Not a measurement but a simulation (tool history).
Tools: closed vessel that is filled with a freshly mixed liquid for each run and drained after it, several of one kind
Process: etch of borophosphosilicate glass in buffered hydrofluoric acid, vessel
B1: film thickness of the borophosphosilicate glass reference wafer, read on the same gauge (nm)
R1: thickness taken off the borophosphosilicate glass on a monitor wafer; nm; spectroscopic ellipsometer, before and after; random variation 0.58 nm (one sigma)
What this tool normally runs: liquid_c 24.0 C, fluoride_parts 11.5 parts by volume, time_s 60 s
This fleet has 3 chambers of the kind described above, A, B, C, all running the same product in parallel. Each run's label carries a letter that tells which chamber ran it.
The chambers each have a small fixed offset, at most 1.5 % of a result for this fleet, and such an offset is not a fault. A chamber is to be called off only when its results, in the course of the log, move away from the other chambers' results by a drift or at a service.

run 1A hour=11.9 | liquid_c=24.0 fluoride_parts=11.5 time_s=60 | B1=110.05 | R1=77.854
run 2C hour=22.5 | liquid_c=24.0 fluoride_parts=11.5 time_s=60 | B1=110.01 | R1=78.221
run 3B hour=32.3 | liquid_c=24.0 fluoride_parts=11.5 time_s=60 | B1=110.01 | R1=77.845
run 4A hour=41.9 | liquid_c=24.0 fluoride_parts=11.5 time_s=60 | B1=110.06 | R1=77.703
run 5C hour=55.9 | liquid_c=24.0 fluoride_parts=11.5 time_s=60 | B1=110.01 | R1=78.162
run 6B hour=64.7 | liquid_c=24.0 fluoride_parts=11.5 time_s=60 | B1=110.01 | R1=75.669
run 7C hour=74.5 | liquid_c=24.0 fluoride_parts=11.5 time_s=60 | B1=109.95 | R1=77.357
run 8A hour=83.7 | liquid_c=24.0 fluoride_parts=11.5 time_s=60 | B1=109.99 | R1=77.931
run 9B hour=95.1 | liquid_c=24.0 fluoride_parts=11.5 time_s=60 | B1=110.01 | R1=76.656
run 10B hour=110.3 | liquid_c=24.0 fluoride_parts=11.5 time_s=60 | B1=110.00 | R1=76.837
run 11C hour=117.5 | liquid_c=24.0 fluoride_parts=11.5 time_s=60 | B1=109.96 | R1=76.521
run 12A hour=125.7 | liquid_c=26.5 fluoride_parts=11.5 time_s=95 | B1=109.98 | R1=141.170
run 13C hour=141.7 | liquid_c=26.5 fluoride_parts=11.5 time_s=95 | B1=110.04 | R1=137.770
run 14B hour=151.6 | liquid_c=26.5 fluoride_parts=11.5 time_s=95 | B1=110.02 | R1=139.130
run 15A hour=165.8 | liquid_c=24.0 fluoride_parts=11.5 time_s=60 | B1=110.00 | R1=78.308
run 16B hour=173.7 | liquid_c=24.0 fluoride_parts=11.5 time_s=60 | B1=110.05 | R1=77.256
run 17A hour=186.6 | liquid_c=24.0 fluoride_parts=11.5 time_s=60 | B1=109.97 | R1=77.721
run 18C hour=194.9 | liquid_c=24.0 fluoride_parts=11.5 time_s=60 | B1=109.96 | R1=76.273
run 19A hour=209.6 | liquid_c=24.0 fluoride_parts=14.5 time_s=45 | B1=109.98 | R1=46.366
run 20C hour=224.0 | liquid_c=24.0 fluoride_parts=14.5 time_s=45 | B1=110.00 | R1=45.567
run 21B hour=233.7 | liquid_c=24.0 fluoride_parts=14.5 time_s=45 | B1=110.02 | R1=46.153
run 22C hour=247.0 | liquid_c=24.0 fluoride_parts=11.5 time_s=60 | B1=109.97 | R1=75.574
-- hour=254.6 chamber A: hydrofluoric acid flow meter replaced
run 23B hour=260.9 | liquid_c=24.0 fluoride_parts=11.5 time_s=60 | B1=109.98 | R1=77.549
-- hour=270.9 chamber A: thermometer replaced
run 24A hour=273.0 | liquid_c=24.0 fluoride_parts=11.5 time_s=60 | B1=109.96 | R1=77.737
run 25B hour=289.2 | liquid_c=24.0 fluoride_parts=11.5 time_s=60 | B1=110.02 | R1=76.466
run 26C hour=300.5 | liquid_c=24.0 fluoride_parts=11.5 time_s=60 | B1=109.97 | R1=74.580
run 27A hour=315.9 | liquid_c=29.0 fluoride_parts=11.5 time_s=60 | B1=110.00 | R1=100.800
run 28B hour=331.5 | liquid_c=29.0 fluoride_parts=11.5 time_s=60 | B1=110.04 | R1=100.070
run 29A hour=342.0 | liquid_c=29.0 fluoride_parts=11.5 time_s=60 | B1=109.95 | R1=102.120
run 30C hour=354.0 | liquid_c=24.0 fluoride_parts=11.5 time_s=60 | B1=110.00 | R1=73.552
run 31C hour=365.2 | liquid_c=24.0 fluoride_parts=11.5 time_s=60 | B1=109.99 | R1=73.439
run 32A hour=378.3 | liquid_c=24.0 fluoride_parts=11.5 time_s=60 | B1=110.05 | R1=77.888
run 33B hour=391.5 | liquid_c=24.0 fluoride_parts=11.5 time_s=60 | B1=110.04 | R1=77.108
run 34A hour=405.6 | liquid_c=24.0 fluoride_parts=11.5 time_s=60 | B1=110.00 | R1=77.630
run 35B hour=417.7 | liquid_c=24.0 fluoride_parts=11.5 time_s=60 | B1=109.98 | R1=76.891
run 36C hour=431.1 | liquid_c=24.0 fluoride_parts=11.5 time_s=60 | B1=109.96 | R1=72.200
run 37C hour=444.9 | liquid_c=24.0 fluoride_parts=14.5 time_s=50 | B1=109.99 | R1=48.203

Has any chamber moved away from the others, gradually or after a service, or does the common gauge drift, or do the chambers differ only by their own small steady offsets? State the chamber and the most likely cause if one applies.

One chamber, C, drifts off from the rest bit by bit.
What lies behind it: hydrofluoric acid flow below the setpoint (%) = 7.33.
It could be hard to tell apart here from: liquid colder than its thermometer reads (K).

Chamber C could run next with any of the 4 candidate recipes listed below; each alters the usual settings, and their results appear as question marks. Which one brings its results back in line with what the other chambers deliver on the usual settings?
In line means no further than this from the other chambers' mean on the usual settings: R1 2.000 nm
run 38C-1 hour=456.6 | liquid_c=23.5 fluoride_parts=11.5 time_s=60 | R1=?
run 38C-2 hour=456.6 | liquid_c=23.5 fluoride_parts=12.0 time_s=60 | R1=?
run 38C-3 hour=456.6 | liquid_c=24.5 fluoride_parts=11.0 time_s=60 | R1=?
run 38C-4 hour=456.6 | liquid_c=24.5 fluoride_parts=11.5 time_s=60 | R1=?

Usual-settings mean across the other chambers: R1 77.460 nm
run=38C-1 R1=70.881
run=38C-2 R1=67.939
run=38C-3 R1=78.149
run=38C-4 R1=74.773
With 38C-3, the chamber falls back in line with the rest.
